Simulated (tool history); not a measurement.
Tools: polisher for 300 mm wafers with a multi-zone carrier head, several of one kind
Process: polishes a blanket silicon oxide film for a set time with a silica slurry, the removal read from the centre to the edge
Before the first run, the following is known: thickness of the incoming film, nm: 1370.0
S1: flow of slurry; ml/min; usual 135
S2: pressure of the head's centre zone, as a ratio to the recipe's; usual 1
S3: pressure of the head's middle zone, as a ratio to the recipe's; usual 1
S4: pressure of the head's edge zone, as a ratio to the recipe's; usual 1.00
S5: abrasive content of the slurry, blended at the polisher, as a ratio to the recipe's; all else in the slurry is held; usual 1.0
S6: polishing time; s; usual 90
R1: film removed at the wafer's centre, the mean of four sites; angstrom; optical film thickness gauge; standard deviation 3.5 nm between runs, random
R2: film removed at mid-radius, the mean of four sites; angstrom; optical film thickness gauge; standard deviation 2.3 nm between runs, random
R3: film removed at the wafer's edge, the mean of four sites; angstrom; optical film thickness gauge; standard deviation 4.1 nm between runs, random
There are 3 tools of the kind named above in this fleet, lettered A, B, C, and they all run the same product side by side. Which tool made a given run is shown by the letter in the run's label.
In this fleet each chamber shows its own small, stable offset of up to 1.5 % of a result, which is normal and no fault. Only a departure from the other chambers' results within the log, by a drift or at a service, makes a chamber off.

| run | hour | S1 | S2 | S3 | S4 | S5 | S6 | R1 | R2 | R3 |
|---|---|---|---|---|---|---|---|---|---|---|
| 1A | 6.1 | 135 | 1 | 1 | 1.00 | 1.0 | 90 | 3400.1 | 3438.9 | 3457.2 |
| 2C | 10.0 | 135 | 1 | 1 | 1.00 | 1.0 | 90 | 3493.8 | 3458.3 | 3381.2 |
| 3B | 17.6 | 135 | 1 | 1 | 1.00 | 1.0 | 90 | 3422.7 | 3481.6 | 3438.5 |
|  | 22.7 | chamber A: centre zone pressure recalibrated |
| 4B | 23.1 | 135 | 1 | 1 | 1.00 | 1.0 | 90 | 3395.6 | 3481.3 | 3496.7 |
| 5C | 28.2 | 135 | 1 | 1 | 0.92 | 1.2 | 90 | 3727.8 | 3649.4 | 3576.0 |
| 6A | 35.0 | 135 | 1 | 1 | 0.92 | 1.2 | 90 | 3616.0 | 3703.9 | 3534.3 |
|  | 36.8 | chamber C: worn pad replaced by a new one |
| 7C | 40.5 | 135 | 1 | 1 | 0.92 | 1.2 | 90 | 3653.0 | 3664.2 | 3509.9 |
| 8B | 46.8 | 135 | 1 | 1 | 1.00 | 1.0 | 90 | 3423.0 | 3509.4 | 3471.2 |
| 9A | 51.1 | 135 | 1 | 1 | 1.00 | 1.0 | 90 | 3434.7 | 3380.3 | 3416.7 |
|  | 56.0 | chamber B: slurry nozzle cleaned |
| 10C | 58.0 | 135 | 1 | 1 | 1.00 | 1.0 | 90 | 3414.6 | 3340.4 | 3426.6 |
| 11B | 63.1 | 135 | 1 | 1 | 1.00 | 1.0 | 90 | 3367.5 | 3457.5 | 3506.8 |
|  | 65.3 | chamber B: worn pad replaced by a new one |
|  | 68.8 | chamber A: worn pad replaced by a new one |
| 12A | 70.7 | 135 | 1 | 1 | 1.00 | 1.0 | 90 | 3349.7 | 3387.8 | 3399.8 |
| 13C | 74.5 | 175 | 1 | 1 | 1.09 | 1.0 | 90 | 3546.3 | 3516.2 | 3745.5 |
| 14A | 79.3 | 175 | 1 | 1 | 1.09 | 1.0 | 90 | 3542.4 | 3620.3 | 3741.9 |
| 15B | 85.7 | 175 | 1 | 1 | 1.09 | 1.0 | 90 | 3601.0 | 3651.6 | 3773.6 |
|  | 90.4 | chamber C: worn pad replaced by a new one |
| 16C | 92.8 | 135 | 1 | 1 | 1.00 | 1.0 | 90 | 3302.2 | 3247.6 | 3245.0 |
| 17A | 100.0 | 135 | 1 | 1 | 1.04 | 1.0 | 90 | 3364.9 | 3383.0 | 3454.0 |
| 18B | 106.0 | 135 | 1 | 1 | 1.04 | 1.0 | 90 | 3418.5 | 3433.8 | 3551.8 |
| 19B | 109.8 | 135 | 1 | 1 | 1.04 | 1.0 | 90 | 3413.0 | 3479.3 | 3481.5 |
| 20C | 115.4 | 135 | 1 | 1 | 1.00 | 1.0 | 90 | 3159.4 | 3201.7 | 3266.1 |
| 21A | 121.9 | 135 | 1 | 1 | 1.00 | 1.0 | 90 | 3369.7 | 3358.9 | 3388.1 |
| 22C | 128.8 | 135 | 1 | 1 | 1.00 | 1.0 | 90 | 3079.0 | 3141.1 | 3287.7 |

Next, all 3 chambers run the settings below, one line each with question marks for the results. What does each chamber give?
| 23A | 134.5 | 135 | 1 | 1 | 1.00 | 1.0 | 90 | ? | ? | ? |
| 23B | 134.5 | 135 | 1 | 1 | 1.00 | 1.0 | 90 | ? | ? | ? |
| 23C | 134.5 | 135 | 1 | 1 | 1.00 | 1.0 | 90 | ? | ? | ? |

| run | R1 | R2 | R3 |
|---|---|---|---|
| 23A | 3447.5 | 3381.4 | 3359.5 |
| 23B | 3425.5 | 3495.2 | 3443.7 |
| 23C | 3109.5 | 3093.0 | 3243.3 |

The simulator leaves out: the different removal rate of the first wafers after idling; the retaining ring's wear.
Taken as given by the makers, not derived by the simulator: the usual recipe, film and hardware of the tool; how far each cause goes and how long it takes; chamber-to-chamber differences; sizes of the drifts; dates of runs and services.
